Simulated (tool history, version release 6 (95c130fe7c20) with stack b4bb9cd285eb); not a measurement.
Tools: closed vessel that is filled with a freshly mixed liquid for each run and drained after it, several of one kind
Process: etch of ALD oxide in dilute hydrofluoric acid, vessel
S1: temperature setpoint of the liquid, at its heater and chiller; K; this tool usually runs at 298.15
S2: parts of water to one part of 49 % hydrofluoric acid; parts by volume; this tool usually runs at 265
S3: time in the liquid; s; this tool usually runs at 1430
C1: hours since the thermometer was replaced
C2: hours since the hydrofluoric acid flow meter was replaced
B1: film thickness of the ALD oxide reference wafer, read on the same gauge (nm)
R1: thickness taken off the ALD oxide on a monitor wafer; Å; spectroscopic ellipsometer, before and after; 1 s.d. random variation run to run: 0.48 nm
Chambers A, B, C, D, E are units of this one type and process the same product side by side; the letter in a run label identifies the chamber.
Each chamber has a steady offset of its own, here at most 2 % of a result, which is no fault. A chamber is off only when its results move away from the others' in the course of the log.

run	hour	S1	S2	S3	C1	C2	B1	R1
1D	4.0	298.15	265	1430	680.7	1460.3	79.994	501.65
2B	8.9	298.15	265	1430	558.0	953.3	80.011	499.81
3C	15.6	298.15	265	1430	2841.4	375.0	79.990	508.26
4E	22.4	298.15	265	1430	2649.9	1161.5	79.968	491.45
5A	29.4	298.15	265	1430	933.0	776.6	80.020	505.82
6B	33.6	298.15	265	1430	582.7	978.0	80.027	505.95
7D	41.7	298.15	265	1430	718.4	1498.0	80.017	502.27
8E	46.2	298.15	265	1430	2673.7	1185.3	79.985	493.62
9A	50.1	298.15	265	1430	953.7	797.3	79.985	501.40
10C	57.1	298.15	265	1430	2882.9	416.5	79.958	497.66
11B	63.0	298.15	265	1430	612.1	1007.4	79.988	503.52
12C	68.9	298.15	265	1430	2894.7	428.3	80.028	494.41
13E	76.2	298.15	265	1430	2703.7	1215.3	80.000	492.87
14D	83.9	298.15	265	1430	760.6	1540.2	80.052	505.94
15A	87.7	298.15	265	1430	991.3	834.9	79.999	507.42
16E	91.5	298.15	265	1430	2719.0	1230.6	79.975	493.57
17D	98.5	298.15	265	1430	775.2	1554.8	80.008	524.17
18A	102.5	298.15	265	1430	1006.1	849.7	79.999	504.71
19B	108.0	298.15	265	1430	657.1	1052.4	80.022	503.34
20C	114.6	298.15	265	1430	2940.4	474.0	79.987	489.48
21D	120.3	298.15	350	1430	797.0	1576.6	80.018	356.43
22B	125.7	298.15	350	1430	674.8	1070.1	79.998	346.36
23C	129.4	298.15	350	1430	2955.2	488.8	80.002	343.34
24A	134.5	298.15	350	1430	1038.1	881.7	79.947	347.49
25E	141.0	298.15	350	1430	2768.5	1280.1	79.986	343.22
26E	147.1	298.15	265	1430	2774.6	1286.2	79.992	497.52
# hour 150.5: chamber B: thermometer replaced
27B	152.4	298.15	265	1430	2.0	1096.8	80.017	495.00
28D	157.6	298.15	265	1430	834.3	1613.9	79.976	531.84
29A	161.4	298.15	265	1430	1065.0	908.6	80.026	509.63
30C	169.8	298.15	265	1430	2995.6	529.2	79.959	499.80
31C	173.8	298.15	265	1430	2999.6	533.2	79.978	500.95
32E	180.7	298.15	265	1430	2808.2	1319.8	80.006	490.80
33D	184.6	298.15	215	1895	861.3	1640.9	79.982	927.45
34B	188.5	298.15	215	1895	38.1	1132.9	80.002	871.17

Next, all 5 chambers run the settings below, one line each with question marks for the results. What does each chamber give?
35A	194.6	298.15	265	1430				?
35B	194.6	298.15	265	1430				?
35C	194.6	298.15	265	1430				?
35D	194.6	298.15	265	1430				?
35E	194.6	298.15	265	1430				?

run	R1
35A	507.50
35B	491.70
35C	496.62
35D	550.54
35E	495.30

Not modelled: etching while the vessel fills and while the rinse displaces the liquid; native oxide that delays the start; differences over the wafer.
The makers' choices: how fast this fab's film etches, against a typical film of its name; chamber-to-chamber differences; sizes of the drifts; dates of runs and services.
